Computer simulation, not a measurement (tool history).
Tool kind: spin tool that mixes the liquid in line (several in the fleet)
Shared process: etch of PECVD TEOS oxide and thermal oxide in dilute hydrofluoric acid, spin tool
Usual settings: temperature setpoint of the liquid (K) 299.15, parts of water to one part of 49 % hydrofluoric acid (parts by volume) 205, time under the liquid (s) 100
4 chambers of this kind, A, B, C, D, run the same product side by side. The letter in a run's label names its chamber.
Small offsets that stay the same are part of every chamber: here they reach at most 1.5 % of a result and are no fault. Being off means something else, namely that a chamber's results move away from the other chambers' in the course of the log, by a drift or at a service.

run	hour	temperature setpoint of the liquid (K)	parts of water to one part of 49 % hydrofluoric acid (parts by volume)	time under the liquid (s)	read-back film thickness of the PECVD TEOS oxide reference wafer, read on the same gauge (nm)	read-back film thickness of the thermal oxide reference wafer, read on the same gauge (nm)	thickness taken off the PECVD TEOS oxide on a monitor wafer (angstrom)	thickness taken off the thermal oxide on a monitor wafer (angstrom)
1D	3.7	299.15	205	100	59.985	60.009	107.24	23.496
2C	9.3	299.15	205	100	59.974	59.988	106.94	23.379
3B	13	299.15	205	100	59.979	59.99	107.75	23.716
4A	16.5	299.15	205	100	59.993	59.98	105.96	23.735
5B	21.8	300.65	245	100	60.01	59.985	89.125	20.346
6D	27.1	300.65	245	100	60.038	60.014	90.198	19.786
7C	31.6	300.65	245	100	59.997	60.017	91.864	20.091
8A	36.2	300.65	245	100	60.017	60.012	90.378	20.039
9B	39.3	299.15	205	100	59.995	59.966	106.1	23.953
10D	42	299.15	205	100	60.028	59.974	107.57	23.586
11A	46.3	299.15	205	100	60.01	59.98	105.92	23.424
12C	49.1	299.15	290	50	60.016	59.964	34.621	7.6989
13C	51.7	299.15	290	50	59.97	59.961	34.623	7.7488
14A	55.5	299.15	290	50	60.015	60.014	34.621	7.6827
15D	58.5	299.15	290	50	59.987	59.991	34.243	7.562
16B	62.2	299.15	205	100	59.987	60.035	106.67	23.445
17D	65.5	299.15	205	100	60.004	60.029	106.13	23.262
18A	70.9	299.15	205	100	59.972	59.981	106.95	23.537
19C	75.3	299.15	205	100	59.997	59.968	107.8	23.334
20B	78.2	299.15	205	100	60.022	59.99	106.61	23.616
21B	80.6	299.15	205	100	59.996	60.025	106.37	23.254
22A	85.4	299.15	205	100	59.988	59.961	105.79	23.901
23D	88.5	299.15	205	100	59.98	59.972	104.8	22.969
24C	91.6	299.15	205	100	60.016	59.968	107.26	23.391
# hour 95.6: chamber C: thermometer replaced
25C	95.7	299.15	205	100	60.015	59.974	107.56	23.623
26B	99	299.15	205	100	59.967	60.02	106.68	23.691
27A	103.2	299.15	205	100	60.03	59.985	108.19	23.484
28D	106.2	299.15	205	100	59.964	60.043	102.96	22.956
29D	111.1	299.15	205	100	59.996	60.013	102.51	22.616
30B	114.9	299.15	205	100	59.993	59.988	107	23.742
31A	119.6	299.15	205	100	59.992	59.961	107.72	23.875
32C	125.2	304.15	205	100	60.025	60.007	127.24	28.105
33C	129.4	304.15	205	100	59.976	60.017	128.15	28.388
34A	133.8	304.15	205	100	60.006	60.042	127.9	28.36
35D	136.3	304.15	205	100	59.993	60.008	119.18	26.008
36B	140.4	299.15	205	100	60.021	60.02	107.93	23.655

Read the log: is a single chamber off, either drifting away or since a service, is the gauge that measures every chamber drifting, or is nothing wrong beyond small per-chamber offsets? Name any odd chamber and what most likely caused it.

Little by little, chamber D moves away from the other chambers.
What lies behind it: hydrofluoric acid flow below the setpoint (%) = 6.01.
It could be hard to tell apart here from: liquid colder than its thermometer reads (K).

Below are 4 candidate recipes for chamber D's next run, each the usual settings with a change, their results shown as question marks. Which of them brings D's results back in line with what the other chambers give on the usual settings?
Allowed miss from the other chambers' usual-settings mean, per result, to count as in line: thickness taken off the PECVD TEOS oxide on a monitor wafer (angstrom) 2.4; thickness taken off the thermal oxide on a monitor wafer (angstrom) 0.78
37D-1	144.4	299.15	210	95			?	?
37D-2	144.4	299.15	200	105			?	?
37D-3	144.4	299.15	200	100			?	?
37D-4	144.4	299.15	210	100			?	?

Mean of the other chambers on the usual settings: thickness taken off the PECVD TEOS oxide on a monitor wafer (angstrom) 107.05; thickness taken off the thermal oxide on a monitor wafer (angstrom) 23.613
run	thickness taken off the PECVD TEOS oxide on a monitor wafer (angstrom)	thickness taken off the thermal oxide on a monitor wafer (angstrom)
37D-1	91.58	20.112
37D-2	107.61	23.633
37D-3	102.49	22.508
37D-4	96.4	21.171
37D-2 is the one that brings the chamber's results back in line with the other chambers.
